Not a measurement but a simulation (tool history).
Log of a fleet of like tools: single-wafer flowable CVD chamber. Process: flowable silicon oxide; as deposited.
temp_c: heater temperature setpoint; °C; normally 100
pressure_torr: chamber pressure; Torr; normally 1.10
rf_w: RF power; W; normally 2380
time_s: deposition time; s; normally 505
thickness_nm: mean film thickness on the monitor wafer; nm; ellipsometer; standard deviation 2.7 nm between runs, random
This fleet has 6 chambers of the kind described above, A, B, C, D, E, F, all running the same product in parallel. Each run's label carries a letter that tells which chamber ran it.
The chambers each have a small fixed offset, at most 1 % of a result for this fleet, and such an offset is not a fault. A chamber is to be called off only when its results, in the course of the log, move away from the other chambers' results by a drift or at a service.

run	hour	temp_c	pressure_torr	rf_w	time_s	read-back reference wafer on the same gauge, thickness_nm	thickness_nm
1C	7.7	100	1.10	2380	505	458.87	471.62
2D	14.3	100	1.10	2380	505	459.16	469.37
3E	25.7	100	1.10	2380	505	459.62	465.60
4A	34.0	100	1.10	2380	505	458.37	466.11
5F	42.9	100	1.10	2050	443	459.62	397.65
6B	49.7	100	1.10	2050	443	458.47	394.72
7B	57.0	100	1.10	2050	443	458.79	392.59
8E	63.6	100	1.10	2050	443	458.38	399.89
9D	71.6	100	1.10	2050	443	459.08	400.21
10C	80.4	100	1.10	2050	443	458.30	404.43
# hour 82.9: chamber D: thermocouple changed; heater temperature recalibrated
11A	91.1	100	1.10	2380	505	458.03	466.19
12F	103.1	100	1.10	2380	505	459.12	470.22
13E	111.0	100	1.10	2380	505	458.83	466.80
# hour 121.7: chamber B: RF generator calibrated
14A	123.3	100	1.10	2380	505	458.49	466.31
15F	133.2	100	1.10	2215	457	458.68	418.51
# hour 136.7: chamber D: RF generator calibrated
16C	142.0	100	1.10	2215	457	458.43	419.33
17B	149.0	100	1.10	2215	457	458.84	417.92
# hour 157.4: chamber C: capacitance manometer re-zeroed and calibrated
18D	161.1	100	1.10	2215	457	459.08	422.39
19D	167.7	100	1.10	2215	457	458.83	417.77
20C	178.5	100	1.10	2215	457	458.43	421.79
21E	187.0	100	1.10	2380	505	459.21	468.88
22B	199.4	93	1.36	2380	505	459.13	726.78
23A	211.1	93	1.36	2380	505	459.32	729.71
24F	221.8	93	1.36	2380	505	458.79	738.84
25F	228.1	93	1.36	2380	505	459.73	740.95
26E	237.0	93	1.36	2380	505	459.36	741.72
27B	247.7	93	1.36	2380	505	458.58	722.88
28D	257.6	100	1.10	2380	505	459.28	465.71
29A	263.1	100	1.10	2380	505	458.98	457.88
30C	269.5	100	0.92	2380	436	458.98	330.99
31C	276.4	100	0.92	2380	436	459.41	328.24
32D	286.7	100	0.92	2380	436	459.61	326.14
33E	293.7	100	0.92	2380	436	459.61	324.19
34F	301.2	100	0.92	2380	436	459.01	325.23
35B	311.0	100	0.92	2380	436	458.98	320.10
36A	316.6	100	1.10	2380	505	458.92	457.88
37A	323.6	105	1.36	2380	505	458.92	489.26
38F	332.9	105	1.36	2380	505	458.06	488.87
39B	344.0	105	1.36	2380	505	458.97	488.89
40C	353.4	105	1.36	2380	505	458.97	499.97
41D	363.6	105	1.36	2380	505	459.27	497.75
42E	374.4	105	1.36	2380	505	459.34	488.72

All chambers now run identical settings, listed one chamber a line with results as question marks. What results will each chamber show?
43A	383.3	94	1.10	2380	505		?
43B	383.3	94	1.10	2380	505		?
43C	383.3	94	1.10	2380	505		?
43D	383.3	94	1.10	2380	505		?
43E	383.3	94	1.10	2380	505		?
43F	383.3	94	1.10	2380	505		?

run	thickness_nm
43A	550.06
43B	561.73
43C	571.94
43D	570.43
43E	564.15
43F	569.28
